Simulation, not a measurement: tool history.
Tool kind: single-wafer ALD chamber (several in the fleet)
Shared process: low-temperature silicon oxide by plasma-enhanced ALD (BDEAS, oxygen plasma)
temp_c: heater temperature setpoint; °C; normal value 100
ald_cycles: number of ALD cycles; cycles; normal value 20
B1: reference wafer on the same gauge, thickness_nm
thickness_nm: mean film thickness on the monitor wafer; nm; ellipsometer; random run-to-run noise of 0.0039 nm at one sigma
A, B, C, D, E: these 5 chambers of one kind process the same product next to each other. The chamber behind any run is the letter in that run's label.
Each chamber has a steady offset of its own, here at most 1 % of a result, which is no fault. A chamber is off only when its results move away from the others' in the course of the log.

{"run": "1A", "hour": 6.1, "temp_c": 100, "ald_cycles": 20, "B1": 2.8409, "thickness_nm": 2.8734}
{"run": "2E", "hour": 12.2, "temp_c": 100, "ald_cycles": 20, "B1": 2.8416, "thickness_nm": 2.8634}
{"run": "3D", "hour": 17.6, "temp_c": 100, "ald_cycles": 20, "B1": 2.8415, "thickness_nm": 2.8579}
{"run": "4C", "hour": 24.5, "temp_c": 100, "ald_cycles": 20, "B1": 2.8407, "thickness_nm": 2.8699}
{"run": "5B", "hour": 31.3, "temp_c": 100, "ald_cycles": 20, "B1": 2.8425, "thickness_nm": 2.8455}
{"run": "6E", "hour": 35.2, "temp_c": 100, "ald_cycles": 20, "B1": 2.8428, "thickness_nm": 2.8653}
{"run": "7D", "hour": 38.9, "temp_c": 100, "ald_cycles": 20, "B1": 2.8426, "thickness_nm": 2.8563}
{"run": "8C", "hour": 44.3, "temp_c": 100, "ald_cycles": 20, "B1": 2.8436, "thickness_nm": 2.8662}
{"run": "9B", "hour": 48.0, "temp_c": 100, "ald_cycles": 20, "B1": 2.8422, "thickness_nm": 2.8431}
{"run": "10A", "hour": 56.0, "temp_c": 100, "ald_cycles": 20, "B1": 2.8438, "thickness_nm": 2.8782}
{"run": "11D", "hour": 60.8, "temp_c": 100, "ald_cycles": 20, "B1": 2.8432, "thickness_nm": 2.8654}
{"run": "12C", "hour": 68.1, "temp_c": 100, "ald_cycles": 20, "B1": 2.8433, "thickness_nm": 2.8716}
{"run": "13E", "hour": 76.2, "temp_c": 100, "ald_cycles": 20, "B1": 2.845, "thickness_nm": 2.8698}
{"run": "14A", "hour": 80.1, "temp_c": 100, "ald_cycles": 20, "B1": 2.8456, "thickness_nm": 2.8757}
{"run": "15B", "hour": 85.5, "temp_c": 100, "ald_cycles": 20, "B1": 2.8447, "thickness_nm": 2.8562}
{"run": "16A", "hour": 89.7, "temp_c": 100, "ald_cycles": 20, "B1": 2.8457, "thickness_nm": 2.8769}
{"run": "17E", "hour": 96.3, "temp_c": 100, "ald_cycles": 20, "B1": 2.8452, "thickness_nm": 2.8735}
{"run": "18C", "hour": 103.2, "temp_c": 100, "ald_cycles": 20, "B1": 2.8457, "thickness_nm": 2.8683}
{"run": "19D", "hour": 108.9, "temp_c": 100, "ald_cycles": 16, "B1": 2.8469, "thickness_nm": 2.2942}
{"run": "20B", "hour": 116.8, "temp_c": 100, "ald_cycles": 16, "B1": 2.8469, "thickness_nm": 2.2866}
{"run": "21E", "hour": 124.2, "temp_c": 100, "ald_cycles": 16, "B1": 2.8477, "thickness_nm": 2.3012}
{"run": "22C", "hour": 132.3, "temp_c": 100, "ald_cycles": 16, "B1": 2.848, "thickness_nm": 2.2963}
{"run": "23D", "hour": 138.8, "temp_c": 100, "ald_cycles": 16, "B1": 2.8473, "thickness_nm": 2.2977}
{"run": "24A", "hour": 142.4, "temp_c": 100, "ald_cycles": 24, "B1": 2.8484, "thickness_nm": 3.4545}
{"run": "25B", "hour": 146.4, "temp_c": 100, "ald_cycles": 24, "B1": 2.8495, "thickness_nm": 3.4252}
{"run": "26A", "hour": 152.9, "temp_c": 100, "ald_cycles": 24, "B1": 2.8502, "thickness_nm": 3.4596}
{"run": "27B", "hour": 159.5, "temp_c": 100, "ald_cycles": 24, "B1": 2.8498, "thickness_nm": 3.433}
{"run": "28E", "hour": 166.1, "temp_c": 100, "ald_cycles": 24, "B1": 2.8499, "thickness_nm": 3.4515}
{"run": "29C", "hour": 173.4, "temp_c": 100, "ald_cycles": 20, "B1": 2.8492, "thickness_nm": 2.8788}
{"run": "30D", "hour": 181.4, "temp_c": 100, "ald_cycles": 20, "B1": 2.8504, "thickness_nm": 2.858}
{"run": "31D", "hour": 188.4, "temp_c": 100, "ald_cycles": 20, "B1": 2.8524, "thickness_nm": 2.8711}
{"run": "32E", "hour": 193.3, "temp_c": 100, "ald_cycles": 20, "B1": 2.8516, "thickness_nm": 2.8719}
{"run": "33B", "hour": 201.5, "temp_c": 100, "ald_cycles": 20, "B1": 2.8519, "thickness_nm": 2.8651}
{"run": "34C", "hour": 207.1, "temp_c": 100, "ald_cycles": 20, "B1": 2.8511, "thickness_nm": 2.8765}
{"run": "35A", "hour": 212.8, "temp_c": 100, "ald_cycles": 20, "B1": 2.8523, "thickness_nm": 2.8824}
{"run": "36C", "hour": 216.4, "temp_c": 100, "ald_cycles": 20, "B1": 2.8526, "thickness_nm": 2.8802}
{"run": "37E", "hour": 223.5, "temp_c": 100, "ald_cycles": 20, "B1": 2.8533, "thickness_nm": 2.8826}
{"run": "38D", "hour": 230.8, "temp_c": 100, "ald_cycles": 20, "B1": 2.8522, "thickness_nm": 2.8701}
{"run": "39A", "hour": 237.2, "temp_c": 100, "ald_cycles": 20, "B1": 2.8542, "thickness_nm": 2.8849}
{"run": "40B", "hour": 243.4, "temp_c": 100, "ald_cycles": 20, "B1": 2.8543, "thickness_nm": 2.8581}
{"run": "41C", "hour": 249.4, "temp_c": 100, "ald_cycles": 20, "B1": 2.8536, "thickness_nm": 2.8792}
{"run": "42D", "hour": 253.5, "temp_c": 100, "ald_cycles": 20, "B1": 2.8544, "thickness_nm": 2.8732}
{"run": "43E", "hour": 258.4, "temp_c": 91, "ald_cycles": 17, "B1": 2.8561, "thickness_nm": 2.5303}

Each of the 5 chambers runs these same settings next. Fill in every chamber's results:
{"run": "44A", "hour": 264.4, "temp_c": 89, "ald_cycles": 20, "thickness_nm": "?"}
{"run": "44B", "hour": 264.4, "temp_c": 89, "ald_cycles": 20, "thickness_nm": "?"}
{"run": "44C", "hour": 264.4, "temp_c": 89, "ald_cycles": 20, "thickness_nm": "?"}
{"run": "44D", "hour": 264.4, "temp_c": 89, "ald_cycles": 20, "thickness_nm": "?"}
{"run": "44E", "hour": 264.4, "temp_c": 89, "ald_cycles": 20, "thickness_nm": "?"}

run=44A thickness_nm=3.0032
run=44B thickness_nm=2.9814
run=44C thickness_nm=2.9886
run=44D thickness_nm=2.9831
run=44E thickness_nm=2.9940
